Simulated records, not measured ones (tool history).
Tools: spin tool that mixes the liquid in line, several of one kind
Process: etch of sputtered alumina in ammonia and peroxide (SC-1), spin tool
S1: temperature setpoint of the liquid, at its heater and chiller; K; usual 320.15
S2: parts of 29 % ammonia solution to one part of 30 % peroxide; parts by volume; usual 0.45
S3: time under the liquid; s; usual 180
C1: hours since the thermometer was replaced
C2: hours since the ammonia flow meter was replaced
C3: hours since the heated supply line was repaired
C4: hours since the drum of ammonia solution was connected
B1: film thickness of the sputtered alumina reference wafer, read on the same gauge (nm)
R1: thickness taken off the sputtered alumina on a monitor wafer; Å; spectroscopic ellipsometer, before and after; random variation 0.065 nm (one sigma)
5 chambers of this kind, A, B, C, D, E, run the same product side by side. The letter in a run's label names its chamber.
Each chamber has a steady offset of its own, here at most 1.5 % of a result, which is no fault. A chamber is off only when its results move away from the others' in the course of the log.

run	day	S1	S2	S3	C1	C2	C3	C4	B1	R1
1B	0.162	320.15	0.45	180	1388.7	832.5	3779.7	56	110.03	82.982
2E	0.317	320.15	0.45	180	360.1	1735.7	1170.3	169.5	110	83.475
# day 0.408: chamber A: new drum of ammonia solution connected
3A	0.446	320.15	0.45	180	1388.8	1048.4	2661.6	1	110	85.319
4C	0.562	320.15	0.45	180	826	405.2	469.1	153.9	110.02	84.066
5D	0.708	320.15	0.45	180	714	733.8	1505.2	618.8	109.99	83.484
6C	0.812	320.15	0.45	180	832	411.2	475.1	159.9	110.01	85.02
7D	0.938	320.15	0.45	180	719.5	739.3	1510.7	624.3	109.96	83.942
8A	1.083	320.15	0.45	180	1404.1	1063.7	2676.9	16.3	110	84.516
9E	1.208	320.15	0.45	180	381.5	1757.1	1191.7	190.9	109.99	81.798
10B	1.362	320.15	0.45	180	1417.5	861.3	3808.5	84.8	109.97	83.698
11A	1.567	320.15	0.45	180	1415.7	1075.3	2688.5	27.9	110.03	83.832
# day 1.625: chamber D: heated supply line repaired
12C	1.688	323.65	0.45	180	853	432.2	496.1	180.9	110.04	100.75
13B	1.888	323.65	0.45	180	1430.1	873.9	3821.1	97.4	110.02	101.82
14D	2.071	323.65	0.45	180	746.7	766.5	10.7	651.5	110.01	103.06
15E	2.162	323.65	0.45	180	404.4	1780	1214.6	213.8	110	100.42
16E	2.288	323.65	0.45	180	407.4	1783	1217.6	216.8	109.99	99.849
17C	2.5	320.15	0.45	180	872.5	451.7	515.6	200.4	109.99	82.443
18B	2.662	320.15	0.45	180	1448.7	892.5	3839.7	116	110.02	83.171
19D	2.854	320.15	0.45	180	765.5	785.3	29.5	670.3	110.02	84.223
20A	3.004	320.15	0.45	180	1450.2	1109.8	2723	62.4	109.94	83.935
21D	3.162	320.15	0.25	135	772.9	792.7	36.9	677.7	110	59.201
22B	3.304	320.15	0.25	135	1464.1	907.9	3855.1	131.4	109.96	59.082
# day 3.458: chamber A: heated supply line repaired
23C	3.496	320.15	0.25	135	896.4	475.6	539.5	224.3	110	56.791
24E	3.692	320.15	0.25	135	441.1	1816.7	1251.3	250.5	110	59.52
25A	3.846	320.15	0.25	135	1470.4	1130	9.3	82.6	110	59.352
26E	3.996	320.15	0.45	180	448.4	1824	1258.6	257.8	110	82.981
27C	4.171	320.15	0.45	180	912.6	491.8	555.7	240.5	109.97	78.688
28A	4.358	320.15	0.45	180	1482.7	1142.3	21.6	94.9	109.98	83.819
29B	4.462	320.15	0.45	180	1491.9	935.7	3882.9	159.2	109.94	84.437
30D	4.562	311.15	0.45	180	806.5	826.3	70.5	711.3	110.02	50.004
31E	4.746	311.15	0.45	180	466.4	1842	1276.6	275.8	110.01	49.2
32A	4.958	311.15	0.45	180	1497.1	1156.7	36	109.3	110.03	49.551
33B	5.162	311.15	0.45	180	1508.7	952.5	3899.7	176	109.95	50.276
34D	5.312	311.15	0.45	180	824.5	844.3	88.5	729.3	110	49.503
35C	5.438	320.15	0.45	180	943	522.2	586.1	270.9	109.96	77.639
36C	5.546	320.15	0.45	180	945.6	524.8	588.7	273.5	109.97	77.164
37A	5.65	320.15	0.45	180	1513.7	1173.3	52.6	125.9	109.99	85.039
38B	5.825	320.15	0.45	180	1524.6	968.4	3915.6	191.9	110.01	83.605
39E	5.942	320.15	0.45	180	495.1	1870.7	1305.3	304.5	110	84.258
40D	6.054	320.15	0.45	180	842.3	862.1	106.3	747.1	110.02	84.387
41A	6.225	320.15	0.4	180	1527.5	1187.1	66.4	139.7	110	84.168

What goes on in this fleet: one chamber off, a drifting gauge, or nothing beyond the chambers' own small offsets? Name the chamber and the cause, if any.

Chamber C drifts away from the others.
Cause: liquid colder than its thermometer reads (K) = 1.66.
The log may not tell that from: temperature lost on the way to the wafer (K).

Here are 4 candidates for chamber C's next run, each the usual settings with a change, their results left as question marks. Which one brings its results back in line with what the others give on the usual settings?
In line means no further than this from the other chambers' mean on the usual settings: R1 2.3 Å
42C-1	6.379	320.65	0.45	180						?
42C-2	6.379	319.65	0.45	170						?
42C-3	6.379	320.15	0.45	175						?
42C-4	6.379	320.15	0.45	195						?

The other chambers' mean on the usual settings: R1 83.7 Å
run	R1
42C-1	78.76
42C-2	70.234
42C-3	74.43
42C-4	82.936
42C-4 brings the chamber back in line.
